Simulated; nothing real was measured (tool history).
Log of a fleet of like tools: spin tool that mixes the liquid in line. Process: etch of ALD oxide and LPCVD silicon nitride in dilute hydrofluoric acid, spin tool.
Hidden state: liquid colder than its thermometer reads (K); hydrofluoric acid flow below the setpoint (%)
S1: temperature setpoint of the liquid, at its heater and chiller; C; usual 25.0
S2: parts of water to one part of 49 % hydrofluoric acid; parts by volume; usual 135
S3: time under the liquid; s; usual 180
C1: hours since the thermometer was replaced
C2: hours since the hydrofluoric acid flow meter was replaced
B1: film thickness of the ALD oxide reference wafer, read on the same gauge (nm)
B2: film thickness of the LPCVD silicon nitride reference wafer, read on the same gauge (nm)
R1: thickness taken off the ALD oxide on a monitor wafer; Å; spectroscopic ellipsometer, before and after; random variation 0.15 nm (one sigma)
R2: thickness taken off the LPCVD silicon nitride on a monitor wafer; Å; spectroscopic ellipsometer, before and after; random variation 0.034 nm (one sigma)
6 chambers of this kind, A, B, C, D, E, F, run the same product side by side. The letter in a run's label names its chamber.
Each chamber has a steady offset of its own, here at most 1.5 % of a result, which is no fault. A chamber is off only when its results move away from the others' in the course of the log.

run 1C hour=4.9 | S1=25.0 S2=135 S3=180 | C1=612.5 C2=873.5 | B1=140.01 B2=30.011 | R1=289.16 R2=7.1581
run 2A hour=9.5 | S1=25.0 S2=135 S3=180 | C1=505.2 C2=1861.9 | B1=140.01 B2=29.965 | R1=293.62 R2=6.6532
run 3B hour=12.6 | S1=25.0 S2=135 S3=180 | C1=113.1 C2=920.2 | B1=139.99 B2=30.042 | R1=293.44 R2=7.7210
run 4D hour=17.2 | S1=25.0 S2=135 S3=180 | C1=672.2 C2=301.9 | B1=139.99 B2=30.009 | R1=297.24 R2=7.5770
run 5F hour=19.5 | S1=25.0 S2=135 S3=180 | C1=209.8 C2=488.0 | B1=139.99 B2=29.991 | R1=287.38 R2=7.1600
run 6E hour=24.4 | S1=25.0 S2=135 S3=180 | C1=991.2 C2=1290.8 | B1=139.99 B2=30.003 | R1=288.74 R2=7.6169
run 7F hour=27.2 | S1=25.0 S2=135 S3=180 | C1=217.5 C2=495.7 | B1=140.01 B2=30.007 | R1=287.72 R2=7.6195
run 8B hour=29.9 | S1=25.0 S2=135 S3=180 | C1=130.4 C2=937.5 | B1=140.00 B2=29.991 | R1=293.30 R2=7.7529
run 9A hour=33.6 | S1=25.0 S2=135 S3=180 | C1=529.3 C2=1886.0 | B1=140.00 B2=30.054 | R1=293.21 R2=7.1452
run 10C hour=36.7 | S1=25.0 S2=135 S3=180 | C1=644.3 C2=905.3 | B1=139.99 B2=29.982 | R1=291.49 R2=7.2703
run 11E hour=41.5 | S1=25.0 S2=175 S3=180 | C1=1008.3 C2=1307.9 | B1=139.99 B2=30.000 | R1=214.68 R2=5.0440
run 12D hour=43.8 | S1=25.0 S2=175 S3=180 | C1=698.8 C2=328.5 | B1=140.00 B2=30.003 | R1=216.68 R2=5.3522
run 13D hour=48.9 | S1=25.0 S2=175 S3=180 | C1=703.9 C2=333.6 | B1=139.97 B2=29.986 | R1=216.91 R2=5.7662
run 14A hour=51.9 | S1=25.0 S2=175 S3=180 | C1=547.6 C2=1904.3 | B1=140.00 B2=29.999 | R1=215.40 R2=5.3444
run 15E hour=54.2 | S1=25.0 S2=175 S3=180 | C1=1021.0 C2=1320.6 | B1=140.01 B2=29.983 | R1=214.89 R2=5.4083
run 16F hour=56.6 | S1=25.0 S2=175 S3=180 | C1=246.9 C2=525.1 | B1=139.98 B2=29.977 | R1=212.45 R2=5.7240
run 17C hour=58.9 | S1=30.0 S2=100 S3=180 | C1=666.5 C2=927.5 | B1=140.03 B2=30.009 | R1=494.05 R2=12.7510
run 18B hour=64.0 | S1=30.0 S2=100 S3=180 | C1=164.5 C2=971.6 | B1=139.99 B2=30.004 | R1=493.75 R2=13.6910
run 19B hour=67.3 | S1=30.0 S2=100 S3=180 | C1=167.8 C2=974.9 | B1=140.01 B2=29.994 | R1=494.94 R2=13.2590
run 20A hour=70.2 | S1=30.0 S2=100 S3=180 | C1=565.9 C2=1922.6 | B1=140.01 B2=30.031 | R1=495.47 R2=13.2730
run 21D hour=72.4 | S1=30.0 S2=100 S3=180 | C1=727.4 C2=357.1 | B1=140.00 B2=30.013 | R1=499.54 R2=14.0920
run 22E hour=75.7 | S1=30.0 S2=100 S3=180 | C1=1042.5 C2=1342.1 | B1=139.97 B2=29.983 | R1=499.67 R2=14.1690
run 23C hour=79.8 | S1=25.0 S2=135 S3=180 | C1=687.4 C2=948.4 | B1=140.02 B2=29.979 | R1=290.89 R2=7.4929
run 24F hour=82.0 | S1=25.0 S2=185 S3=240 | C1=272.3 C2=550.5 | B1=140.00 B2=29.987 | R1=267.59 R2=6.7724
run 25B hour=85.3 | S1=25.0 S2=185 S3=240 | C1=185.8 C2=992.9 | B1=140.01 B2=30.043 | R1=270.07 R2=7.0943
run 26E hour=89.7 | S1=25.0 S2=185 S3=240 | C1=1056.5 C2=1356.1 | B1=139.99 B2=30.005 | R1=268.04 R2=7.2907
run 27A hour=92.4 | S1=25.0 S2=185 S3=240 | C1=588.1 C2=1944.8 | B1=139.99 B2=30.010 | R1=271.47 R2=6.6977
run 28F hour=94.8 | S1=25.0 S2=185 S3=240 | C1=285.1 C2=563.3 | B1=140.00 B2=30.022 | R1=263.42 R2=7.2514
run 29D hour=99.8 | S1=25.0 S2=185 S3=240 | C1=754.8 C2=384.5 | B1=140.01 B2=29.974 | R1=271.06 R2=7.0172
run 30C hour=102.7 | S1=25.0 S2=135 S3=180 | C1=710.3 C2=971.3 | B1=139.98 B2=30.026 | R1=291.64 R2=7.3658
run 31B hour=107.0 | S1=25.0 S2=135 S3=180 | C1=207.5 C2=1014.6 | B1=140.00 B2=29.976 | R1=290.45 R2=7.2683
run 32F hour=111.8 | S1=25.0 S2=135 S3=180 | C1=302.1 C2=580.3 | B1=139.99 B2=29.981 | R1=286.47 R2=7.3940
run 33E hour=116.0 | S1=20.5 S2=135 S3=85 | C1=1082.8 C2=1382.4 | B1=139.98 B2=30.000 | R1=114.93 R2=2.6920
run 34D hour=118.3 | S1=20.5 S2=135 S3=85 | C1=773.3 C2=403.0 | B1=140.00 B2=29.993 | R1=115.73 R2=2.4355
run 35C hour=122.6 | S1=20.5 S2=135 S3=85 | C1=730.2 C2=991.2 | B1=139.99 B2=30.016 | R1=114.28 R2=2.5719
run 36A hour=127.3 | S1=20.5 S2=135 S3=85 | C1=623.0 C2=1979.7 | B1=140.02 B2=29.990 | R1=115.67 R2=2.6479
run 37B hour=131.0 | S1=20.5 S2=135 S3=85 | C1=231.5 C2=1038.6 | B1=140.00 B2=29.982 | R1=115.90 R2=2.5077
run 38D hour=133.6 | S1=20.5 S2=135 S3=85 | C1=788.6 C2=418.3 | B1=139.99 B2=30.009 | R1=116.04 R2=2.4869
run 39F hour=136.4 | S1=25.0 S2=135 S3=180 | C1=326.7 C2=604.9 | B1=139.99 B2=29.990 | R1=287.63 R2=6.9206
run 40E hour=139.9 | S1=25.0 S2=135 S3=180 | C1=1106.7 C2=1406.3 | B1=140.00 B2=29.970 | R1=290.19 R2=7.3213
run 41C hour=144.9 | S1=25.0 S2=135 S3=180 | C1=752.5 C2=1013.5 | B1=140.00 B2=29.964 | R1=292.34 R2=7.5181
run 42A hour=148.8 | S1=25.0 S2=135 S3=180 | C1=644.5 C2=2001.2 | B1=139.98 B2=30.031 | R1=291.23 R2=6.8722
run 43E hour=152.5 | S1=25.0 S2=135 S3=180 | C1=1119.3 C2=1418.9 | B1=140.02 B2=30.032 | R1=292.05 R2=6.6372

Is one chamber off against the others, does the gauge drift, or is nothing wrong? If a chamber is off, say which, and what the likeliest cause is.

No chamber stands off beyond its own small offset, and the gauge holds steady.

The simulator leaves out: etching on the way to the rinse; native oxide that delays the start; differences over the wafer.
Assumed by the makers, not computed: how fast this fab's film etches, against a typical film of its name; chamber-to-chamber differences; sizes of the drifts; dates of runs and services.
